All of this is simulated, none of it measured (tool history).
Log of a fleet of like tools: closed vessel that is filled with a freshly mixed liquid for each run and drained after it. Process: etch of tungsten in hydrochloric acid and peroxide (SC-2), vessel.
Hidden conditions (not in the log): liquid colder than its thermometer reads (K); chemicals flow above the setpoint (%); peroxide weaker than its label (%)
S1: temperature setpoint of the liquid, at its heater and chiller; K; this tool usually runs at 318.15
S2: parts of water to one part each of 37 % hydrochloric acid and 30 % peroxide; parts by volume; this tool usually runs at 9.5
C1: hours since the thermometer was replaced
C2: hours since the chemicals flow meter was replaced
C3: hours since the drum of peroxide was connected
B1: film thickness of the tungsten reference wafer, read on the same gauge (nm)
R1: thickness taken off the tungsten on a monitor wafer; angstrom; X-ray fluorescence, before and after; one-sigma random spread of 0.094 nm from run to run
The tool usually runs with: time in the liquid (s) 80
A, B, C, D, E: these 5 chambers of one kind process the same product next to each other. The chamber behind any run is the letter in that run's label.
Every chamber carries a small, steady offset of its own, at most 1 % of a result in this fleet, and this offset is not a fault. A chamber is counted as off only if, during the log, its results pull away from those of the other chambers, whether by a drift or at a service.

{"run": "1B", "hour": 2.9, "S1": 318.15, "S2": 9.5, "time in the liquid (s)": 80, "C1": 2105.6, "C2": 360.5, "C3": 313.7, "B1": 120.02, "R1": 104.52}
{"run": "2C", "hour": 6.4, "S1": 318.15, "S2": 9.5, "time in the liquid (s)": 80, "C1": 91.9, "C2": 157.4, "C3": 746.2, "B1": 119.98, "R1": 106.45}
{"run": "3A", "hour": 8.9, "S1": 318.15, "S2": 9.5, "time in the liquid (s)": 80, "C1": 256, "C2": 192, "C3": 330, "B1": 120.01, "R1": 104.98}
{"run": "4E", "hour": 12.3, "S1": 318.15, "S2": 9.5, "time in the liquid (s)": 80, "C1": 410, "C2": 450.2, "C3": 348.4, "B1": 119.99, "R1": 102.95}
{"run": "5D", "hour": 15.9, "S1": 318.15, "S2": 9.5, "time in the liquid (s)": 65, "C1": 376.7, "C2": 782.3, "C3": 54.1, "B1": 120, "R1": 85.712}
{"run": "6E", "hour": 19.9, "S1": 318.15, "S2": 9.5, "time in the liquid (s)": 65, "C1": 417.6, "C2": 457.8, "C3": 356, "B1": 120.02, "R1": 84.585}
{"run": "7B", "hour": 23.5, "S1": 318.15, "S2": 9.5, "time in the liquid (s)": 65, "C1": 2126.2, "C2": 381.1, "C3": 334.3, "B1": 120, "R1": 84.295}
{"run": "8D", "hour": 26.1, "S1": 318.15, "S2": 9.5, "time in the liquid (s)": 65, "C1": 386.9, "C2": 792.5, "C3": 64.3, "B1": 119.95, "R1": 85.526}
{"run": "9C", "hour": 29.8, "S1": 318.15, "S2": 9.5, "time in the liquid (s)": 65, "C1": 115.3, "C2": 180.8, "C3": 769.6, "B1": 119.99, "R1": 85.942}
{"run": "10A", "hour": 33.3, "S1": 311.65, "S2": 12.5, "time in the liquid (s)": 80, "C1": 280.4, "C2": 216.4, "C3": 354.4, "B1": 119.97, "R1": 52.942}
{"run": "11A", "hour": 36.5, "S1": 311.65, "S2": 12.5, "time in the liquid (s)": 80, "C1": 283.6, "C2": 219.6, "C3": 357.6, "B1": 119.98, "R1": 52.78}
{"run": "12B", "hour": 39.2, "S1": 311.65, "S2": 12.5, "time in the liquid (s)": 80, "C1": 2141.9, "C2": 396.8, "C3": 350, "B1": 120.01, "R1": 50.861}
{"run": "13D", "hour": 43.2, "S1": 311.65, "S2": 12.5, "time in the liquid (s)": 80, "C1": 404, "C2": 809.6, "C3": 81.4, "B1": 120, "R1": 52.573}
{"run": "14C", "hour": 45.3, "S1": 311.65, "S2": 12.5, "time in the liquid (s)": 80, "C1": 130.8, "C2": 196.3, "C3": 785.1, "B1": 120, "R1": 52.537}
{"run": "15E", "hour": 48.2, "S1": 318.15, "S2": 9.5, "time in the liquid (s)": 80, "C1": 445.9, "C2": 486.1, "C3": 384.3, "B1": 120.03, "R1": 105.82}
{"run": "16B", "hour": 52.2, "S1": 311.65, "S2": 9.5, "time in the liquid (s)": 80, "C1": 2154.9, "C2": 409.8, "C3": 363, "B1": 119.98, "R1": 65.421}
{"run": "17D", "hour": 55.1, "S1": 311.65, "S2": 9.5, "time in the liquid (s)": 80, "C1": 415.9, "C2": 821.5, "C3": 93.3, "B1": 120, "R1": 66.385}
{"hour": 56.8, "done": "chamber D: chemicals flow meter replaced"}
{"run": "18C", "hour": 57.6, "S1": 311.65, "S2": 9.5, "time in the liquid (s)": 80, "C1": 143.1, "C2": 208.6, "C3": 797.4, "B1": 120.01, "R1": 66.757}
{"run": "19A", "hour": 60.5, "S1": 311.65, "S2": 9.5, "time in the liquid (s)": 80, "C1": 307.6, "C2": 243.6, "C3": 381.6, "B1": 119.99, "R1": 66.576}
{"run": "20E", "hour": 64.3, "S1": 311.65, "S2": 9.5, "time in the liquid (s)": 80, "C1": 462, "C2": 502.2, "C3": 400.4, "B1": 119.98, "R1": 67.645}
{"run": "21B", "hour": 67.2, "S1": 314.15, "S2": 9.5, "time in the liquid (s)": 80, "C1": 2169.9, "C2": 424.8, "C3": 378, "B1": 119.97, "R1": 78.459}
{"run": "22A", "hour": 70.3, "S1": 314.15, "S2": 9.5, "time in the liquid (s)": 80, "C1": 317.4, "C2": 253.4, "C3": 391.4, "B1": 120.01, "R1": 79.952}
{"run": "23D", "hour": 72.4, "S1": 314.15, "S2": 9.5, "time in the liquid (s)": 80, "C1": 433.2, "C2": 15.7, "C3": 110.6, "B1": 119.99, "R1": 78.879}
{"run": "24C", "hour": 75.8, "S1": 314.15, "S2": 9.5, "time in the liquid (s)": 80, "C1": 161.3, "C2": 226.8, "C3": 815.6, "B1": 119.99, "R1": 80.836}
{"run": "25E", "hour": 79.2, "S1": 314.15, "S2": 9.5, "time in the liquid (s)": 80, "C1": 476.9, "C2": 517.1, "C3": 415.3, "B1": 120.01, "R1": 80.841}
{"run": "26B", "hour": 83.4, "S1": 318.15, "S2": 9.5, "time in the liquid (s)": 80, "C1": 2186.1, "C2": 441, "C3": 394.2, "B1": 120.01, "R1": 105.42}
{"run": "27A", "hour": 87.4, "S1": 318.15, "S2": 6, "time in the liquid (s)": 45, "C1": 334.5, "C2": 270.5, "C3": 408.5, "B1": 120.01, "R1": 84.941}
{"run": "28C", "hour": 90.9, "S1": 318.15, "S2": 6, "time in the liquid (s)": 45, "C1": 176.4, "C2": 241.9, "C3": 830.7, "B1": 119.98, "R1": 86.058}
{"run": "29E", "hour": 94.0, "S1": 318.15, "S2": 6, "time in the liquid (s)": 45, "C1": 491.7, "C2": 531.9, "C3": 430.1, "B1": 120, "R1": 86.736}
{"run": "30D", "hour": 96.0, "S1": 318.15, "S2": 6, "time in the liquid (s)": 45, "C1": 456.8, "C2": 39.3, "C3": 134.2, "B1": 120.01, "R1": 84.055}
{"run": "31D", "hour": 99.1, "S1": 318.15, "S2": 6, "time in the liquid (s)": 45, "C1": 459.9, "C2": 42.4, "C3": 137.3, "B1": 120.01, "R1": 85.429}
{"run": "32E", "hour": 102.9, "S1": 318.15, "S2": 9.5, "time in the liquid (s)": 80, "C1": 500.6, "C2": 540.8, "C3": 439, "B1": 120.02, "R1": 108.58}
{"run": "33A", "hour": 107.0, "S1": 318.15, "S2": 9.5, "time in the liquid (s)": 80, "C1": 354.1, "C2": 290.1, "C3": 428.1, "B1": 119.97, "R1": 104.21}
{"run": "34B", "hour": 109.7, "S1": 318.15, "S2": 9.5, "time in the liquid (s)": 80, "C1": 2212.4, "C2": 467.3, "C3": 420.5, "B1": 119.99, "R1": 102.35}
{"run": "35C", "hour": 113.6, "S1": 318.15, "S2": 6.5, "time in the liquid (s)": 50, "C1": 199.1, "C2": 264.6, "C3": 853.4, "B1": 120, "R1": 88.701}
{"run": "36D", "hour": 117.6, "S1": 318.15, "S2": 6.5, "time in the liquid (s)": 50, "C1": 478.4, "C2": 60.9, "C3": 155.8, "B1": 119.99, "R1": 86.673}
{"run": "37A", "hour": 120.2, "S1": 318.15, "S2": 6.5, "time in the liquid (s)": 50, "C1": 367.3, "C2": 303.3, "C3": 441.3, "B1": 119.99, "R1": 86.673}
{"run": "38E", "hour": 122.8, "S1": 318.15, "S2": 6.5, "time in the liquid (s)": 50, "C1": 520.5, "C2": 560.7, "C3": 458.9, "B1": 120.02, "R1": 93.986}
{"run": "39C", "hour": 125.0, "S1": 318.15, "S2": 6.5, "time in the liquid (s)": 50, "C1": 210.5, "C2": 276, "C3": 864.8, "B1": 120.04, "R1": 88.848}
{"run": "40B", "hour": 127.3, "S1": 318.15, "S2": 9.5, "time in the liquid (s)": 80, "C1": 2230, "C2": 484.9, "C3": 438.1, "B1": 119.98, "R1": 104.98}
{"run": "41C", "hour": 129.7, "S1": 318.15, "S2": 9.5, "time in the liquid (s)": 80, "C1": 215.2, "C2": 280.7, "C3": 869.5, "B1": 119.99, "R1": 105.6}
{"run": "42B", "hour": 132.2, "S1": 318.15, "S2": 9.5, "time in the liquid (s)": 80, "C1": 2234.9, "C2": 489.8, "C3": 443, "B1": 119.98, "R1": 103.87}
{"run": "43D", "hour": 135.3, "S1": 318.15, "S2": 9.5, "time in the liquid (s)": 80, "C1": 496.1, "C2": 78.6, "C3": 173.5, "B1": 120.02, "R1": 104.08}

All 5 chambers run these settings next. Forecast each chamber's results:
{"run": "44A", "hour": 138.4, "S1": 318.15, "S2": 9.5, "time in the liquid (s)": 95, "R1": "?"}
{"run": "44B", "hour": 138.4, "S1": 318.15, "S2": 9.5, "time in the liquid (s)": 95, "R1": "?"}
{"run": "44C", "hour": 138.4, "S1": 318.15, "S2": 9.5, "time in the liquid (s)": 95, "R1": "?"}
{"run": "44D", "hour": 138.4, "S1": 318.15, "S2": 9.5, "time in the liquid (s)": 95, "R1": "?"}
{"run": "44E", "hour": 138.4, "S1": 318.15, "S2": 9.5, "time in the liquid (s)": 95, "R1": "?"}

run=44A R1=124.93
run=44B R1=123.57
run=44C R1=125.97
run=44D R1=124.52
run=44E R1=134.29
